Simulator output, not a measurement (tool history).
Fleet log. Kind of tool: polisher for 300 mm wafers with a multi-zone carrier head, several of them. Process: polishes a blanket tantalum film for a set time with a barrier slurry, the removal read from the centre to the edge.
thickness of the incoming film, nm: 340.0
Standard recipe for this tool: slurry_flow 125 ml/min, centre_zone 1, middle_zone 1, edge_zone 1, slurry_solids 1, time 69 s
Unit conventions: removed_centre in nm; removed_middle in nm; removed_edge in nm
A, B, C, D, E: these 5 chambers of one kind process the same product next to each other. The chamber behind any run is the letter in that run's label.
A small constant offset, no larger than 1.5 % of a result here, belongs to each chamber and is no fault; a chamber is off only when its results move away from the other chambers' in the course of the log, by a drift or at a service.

run   hour  slurry_flow  centre_zone  middle_zone  edge_zone  slurry_solids  time  removed_centre  removed_middle  removed_edge
 1C    6.8          125            1            1          1              1    69          67.669          66.203        66.168
 2E   20.2          125            1            1          1              1    69           66.97          66.214        65.993
 3A   29.5          125            1            1          1              1    69          65.751           65.53        65.638
 4D   41.6          125            1            1          1              1    69          65.728          66.489         66.88
      43.1  -- chamber E: worn pad replaced by a new one
 5B   50.1          125            1            1          1              1    69          66.542          65.555        67.126
 6B   64.9          125            1            1          1              1    69          66.459          65.609        66.082
 7D   78.1          125            1            1          1              1    69           66.12          67.072        66.169
 8C   91.9          125            1            1          1              1    69          67.264          65.918        66.981
       100  -- chamber D: worn pad replaced by a new one
     100.7  -- chamber C: slurry nozzle cleaned
 9A  104.7          125            1            1          1              1    69          64.566          65.103        65.546
10E  111.3          125            1            1          1              1    69          68.287          66.312        66.879
     124.4  -- chamber A: worn pad replaced by a new one
11B  125.7          125            1            1          1              1    69          66.822          64.615        65.835
     132.7  -- chamber C: worn pad replaced by a new one
12C  135.6          125            1            1       0.94              1    69          66.397          66.811         64.56
13E  149.6          125            1            1       0.94              1    69          67.594          65.799        63.623
14D  157.7          125            1            1       0.94              1    69          66.102          66.098        64.042
15A  168.8          125            1            1       0.94              1    69          63.484          64.044        62.175
16D  180.3          125            1            1       0.94              1    69          66.709          66.653        63.269
     188.7  -- chamber E: worn pad replaced by a new one
17B  195.3          125            1            1          1              1    69          64.902          65.289        66.329
     199.2  -- chamber E: edge zone pressure recalibrated
     199.3  -- chamber B: edge zone pressure recalibrated
     200.5  -- chamber B: worn pad replaced by a new one
18C  207.4          125            1            1          1              1    69          66.639          65.936        66.629
     210.1  -- chamber C: centre zone pressure recalibrated
     212.3  -- chamber E: slurry nozzle cleaned
19A  218.6          125            1            1          1              1    69          62.015          62.973        64.584
     232.7  -- chamber A: worn pad replaced by a new one
20E  233.2          125            1            1          1              1    69          68.036          65.885        65.288
21A  241.6          170            1            1          1              1    50          50.033          49.499        48.834
22E  248.5          170            1            1          1              1    50          51.782          50.339        49.484
23B  263.1          170            1            1          1              1    50          51.331          50.483        49.878
     264.1  -- chamber D: worn pad replaced by a new one
24C  270.7          170            1            1          1              1    50          51.733          50.002        50.139
25D  279.6          170            1            1          1              1    50          50.664            50.3        50.378
     282.4  -- chamber C: worn pad replaced by a new one
26A  286.2          125            1            1          1              1    69          61.706          61.706        63.157
27C  293.3          125            1            1          1              1    69           67.11          65.837        66.947
28D  301.3          125            1            1          1              1    69          65.931          66.421        66.424
29E  309.8          125            1            1          1              1    69          67.336          66.084        65.863
30B  317.4          125            1         0.94          1              1    81          78.218          72.933        78.019
31D  325.7          125            1         0.94          1              1    81          75.952          73.133        78.438
     330.2  -- chamber A: edge zone pressure recalibrated
32E  332.5          125            1         0.94          1              1    81           76.56          72.355          77.6
     332.7  -- chamber E: worn pad replaced by a new one
     344.5  -- chamber A: worn pad replaced by a new one
33C  345.2          125            1         0.94          1              1    81          78.214          73.462        78.053
34A    360          125            1         0.94          1              1    81          72.049           67.77        72.544
35B  372.9          125            1            1          1              1    69          67.782          65.356        65.665
36C  379.6          125            1            1          1              1    69          66.254          65.634        66.257
     382.4  -- chamber C: slurry nozzle cleaned
37A    389          125            1            1          1              1    69          58.996          60.365        62.536
38B  396.7          125            1            1          1              1    69          66.777          65.306        66.077
     401.8  -- chamber D: worn pad replaced by a new one
39D  407.5          125            1            1          1              1    69          66.842          66.255        66.255
     416.1  -- chamber B: worn pad replaced by a new one
40E  417.4          125            1            1          1              1    69          67.632          65.289        65.788
41C  430.7          125            1            1          1              1    69          65.527          65.598        66.148
42B  437.9          125         1.04            1        0.9              1    69          68.432          65.146        63.115

For the next run the whole fleet of 5 chambers uses the same settings. Give each chamber's results:
43A  448.9          125            1            1          1           1.25    69               ?               ?             ?
43B  448.9          125            1            1          1           1.25    69               ?               ?             ?
43C  448.9          125            1            1          1           1.25    69               ?               ?             ?
43D  448.9          125            1            1          1           1.25    69               ?               ?             ?
43E  448.9          125            1            1          1           1.25    69               ?               ?             ?

run  removed_centre  removed_middle  removed_edge
43A          61.695          62.813        65.074
43B          70.809          69.497        70.665
43C          71.056          69.749        70.509
43D          70.095          69.785        71.434
43E          72.171          69.792        70.003
